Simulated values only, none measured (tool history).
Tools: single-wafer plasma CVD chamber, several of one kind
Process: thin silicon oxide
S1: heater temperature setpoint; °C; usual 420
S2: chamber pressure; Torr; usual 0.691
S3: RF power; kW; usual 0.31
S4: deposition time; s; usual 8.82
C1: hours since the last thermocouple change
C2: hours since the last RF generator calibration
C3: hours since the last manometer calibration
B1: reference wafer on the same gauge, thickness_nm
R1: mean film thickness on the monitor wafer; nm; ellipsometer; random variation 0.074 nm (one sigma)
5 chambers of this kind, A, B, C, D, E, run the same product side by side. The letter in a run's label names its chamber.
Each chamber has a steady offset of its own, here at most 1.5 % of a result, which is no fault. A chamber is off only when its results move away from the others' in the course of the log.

{"run": "1A", "day": 0.375, "S1": 420, "S2": 0.691, "S3": 0.31, "S4": 8.82, "C1": 839.2, "C2": 1243.5, "C3": 82, "B1": 16.301, "R1": 14.193}
{"run": "2D", "day": 0.829, "S1": 420, "S2": 0.691, "S3": 0.31, "S4": 8.82, "C1": 1256.1, "C2": 1101.4, "C3": 433.6, "B1": 16.313, "R1": 14.03}
{"run": "3E", "day": 1.312, "S1": 420, "S2": 0.691, "S3": 0.31, "S4": 8.82, "C1": 239.3, "C2": 240.7, "C3": 94.2, "B1": 16.285, "R1": 14.108}
{"run": "4B", "day": 1.675, "S1": 420, "S2": 0.691, "S3": 0.31, "S4": 8.82, "C1": 791.9, "C2": 1399.6, "C3": 1403, "B1": 16.314, "R1": 14.109}
{"run": "5C", "day": 2.038, "S1": 420, "S2": 0.691, "S3": 0.31, "S4": 8.82, "C1": 717.1, "C2": 1025.4, "C3": 1944.9, "B1": 16.306, "R1": 13.821}
{"run": "6A", "day": 2.442, "S1": 420, "S2": 0.691, "S3": 0.31, "S4": 8.82, "C1": 888.8, "C2": 1293.1, "C3": 131.6, "B1": 16.288, "R1": 14.252}
{"run": "7D", "day": 2.788, "S1": 420, "S2": 0.691, "S3": 0.31, "S4": 8.82, "C1": 1303.1, "C2": 1148.4, "C3": 480.6, "B1": 16.276, "R1": 14.118}
{"run": "8B", "day": 3.242, "S1": 420, "S2": 0.691, "S3": 0.31, "S4": 8.82, "C1": 829.5, "C2": 1437.2, "C3": 1440.6, "B1": 16.312, "R1": 14.092}
{"run": "9E", "day": 3.788, "S1": 420, "S2": 0.691, "S3": 0.31, "S4": 8.82, "C1": 298.7, "C2": 300.1, "C3": 153.6, "B1": 16.313, "R1": 14.031}
{"run": "10C", "day": 4.238, "S1": 420, "S2": 0.691, "S3": 0.31, "S4": 8.82, "C1": 769.9, "C2": 1078.2, "C3": 1997.7, "B1": 16.308, "R1": 14.06}
{"run": "11E", "day": 4.692, "S1": 420, "S2": 0.691, "S3": 0.31, "S4": 8.82, "C1": 320.4, "C2": 321.8, "C3": 175.3, "B1": 16.299, "R1": 14.033}
{"run": "12C", "day": 5.258, "S1": 420, "S2": 0.691, "S3": 0.31, "S4": 8.82, "C1": 794.4, "C2": 1102.7, "C3": 2022.2, "B1": 16.301, "R1": 13.96}
{"run": "13B", "day": 5.662, "S1": 420, "S2": 0.691, "S3": 0.31, "S4": 8.82, "C1": 887.6, "C2": 1495.3, "C3": 1498.7, "B1": 16.289, "R1": 13.934}
{"run": "14A", "day": 6.162, "S1": 420, "S2": 0.691, "S3": 0.31, "S4": 8.82, "C1": 978.1, "C2": 1382.4, "C3": 220.9, "B1": 16.295, "R1": 14.095}
{"run": "15D", "day": 6.554, "S1": 414, "S2": 0.691, "S3": 0.29, "S4": 8.82, "C1": 1393.5, "C2": 1238.8, "C3": 571, "B1": 16.289, "R1": 13.675}
{"run": "16D", "day": 7.029, "S1": 414, "S2": 0.691, "S3": 0.29, "S4": 8.82, "C1": 1404.9, "C2": 1250.2, "C3": 582.4, "B1": 16.296, "R1": 13.652}
{"day": 7.229, "done": "chamber B: capacitance manometer re-zeroed and calibrated"}
{"run": "17E", "day": 7.367, "S1": 414, "S2": 0.691, "S3": 0.29, "S4": 8.82, "C1": 384.6, "C2": 386, "C3": 239.5, "B1": 16.302, "R1": 13.726}
{"run": "18B", "day": 7.933, "S1": 414, "S2": 0.691, "S3": 0.29, "S4": 8.82, "C1": 942.1, "C2": 1549.8, "C3": 17, "B1": 16.299, "R1": 13.521}
{"run": "19C", "day": 8.388, "S1": 414, "S2": 0.691, "S3": 0.29, "S4": 8.82, "C1": 869.5, "C2": 1177.8, "C3": 2097.3, "B1": 16.292, "R1": 13.662}
{"run": "20A", "day": 8.633, "S1": 420, "S2": 0.691, "S3": 0.31, "S4": 8.82, "C1": 1037.4, "C2": 1441.7, "C3": 280.2, "B1": 16.286, "R1": 14.33}
{"day": 8.783, "done": "chamber D: RF generator calibrated"}
{"run": "21D", "day": 8.967, "S1": 420, "S2": 0.691, "S3": 0.31, "S4": 8.82, "C1": 1451.4, "C2": 4.5, "C3": 628.9, "B1": 16.309, "R1": 14.101}
{"run": "22A", "day": 9.438, "S1": 420, "S2": 0.691, "S3": 0.31, "S4": 8.82, "C1": 1056.7, "C2": 1461, "C3": 299.5, "B1": 16.311, "R1": 14.197}
{"day": 9.446, "done": "chamber C: capacitance manometer re-zeroed and calibrated"}
{"run": "23E", "day": 9.996, "S1": 420, "S2": 0.691, "S3": 0.31, "S4": 8.82, "C1": 447.7, "C2": 449.1, "C3": 302.6, "B1": 16.331, "R1": 14.048}
{"run": "24B", "day": 10.304, "S1": 429, "S2": 0.691, "S3": 0.31, "S4": 8.82, "C1": 999, "C2": 1606.7, "C3": 73.9, "B1": 16.284, "R1": 13.931}
{"run": "25C", "day": 10.642, "S1": 429, "S2": 0.691, "S3": 0.31, "S4": 8.82, "C1": 923.6, "C2": 1231.9, "C3": 28.7, "B1": 16.304, "R1": 13.828}
{"run": "26B", "day": 11.1, "S1": 429, "S2": 0.691, "S3": 0.31, "S4": 8.82, "C1": 1018.1, "C2": 1625.8, "C3": 93, "B1": 16.291, "R1": 14.059}
{"run": "27E", "day": 11.521, "S1": 429, "S2": 0.691, "S3": 0.31, "S4": 8.82, "C1": 484.3, "C2": 485.7, "C3": 339.2, "B1": 16.312, "R1": 13.869}
{"run": "28A", "day": 11.971, "S1": 429, "S2": 0.691, "S3": 0.31, "S4": 8.82, "C1": 1117.5, "C2": 1521.8, "C3": 360.3, "B1": 16.29, "R1": 14.042}
{"run": "29D", "day": 12.35, "S1": 420, "S2": 0.559, "S3": 0.31, "S4": 8.82, "C1": 1532.6, "C2": 85.7, "C3": 710.1, "B1": 16.332, "R1": 11.244}
{"run": "30C", "day": 12.733, "S1": 420, "S2": 0.559, "S3": 0.31, "S4": 8.82, "C1": 973.8, "C2": 1282.1, "C3": 78.9, "B1": 16.303, "R1": 11.061}
{"day": 13.029, "done": "chamber D: thermocouple changed; heater temperature recalibrated"}
{"run": "31B", "day": 13.212, "S1": 420, "S2": 0.559, "S3": 0.31, "S4": 8.82, "C1": 1068.8, "C2": 1676.5, "C3": 143.7, "B1": 16.304, "R1": 11.094}
{"run": "32D", "day": 13.558, "S1": 420, "S2": 0.559, "S3": 0.31, "S4": 8.82, "C1": 12.7, "C2": 114.7, "C3": 739.1, "B1": 16.3, "R1": 11.238}

Is one chamber off against the others, does the gauge drift, or is nothing wrong? If a chamber is off, say which, and what the likeliest cause is.

No chamber stands off beyond its own small offset, and the gauge holds steady.
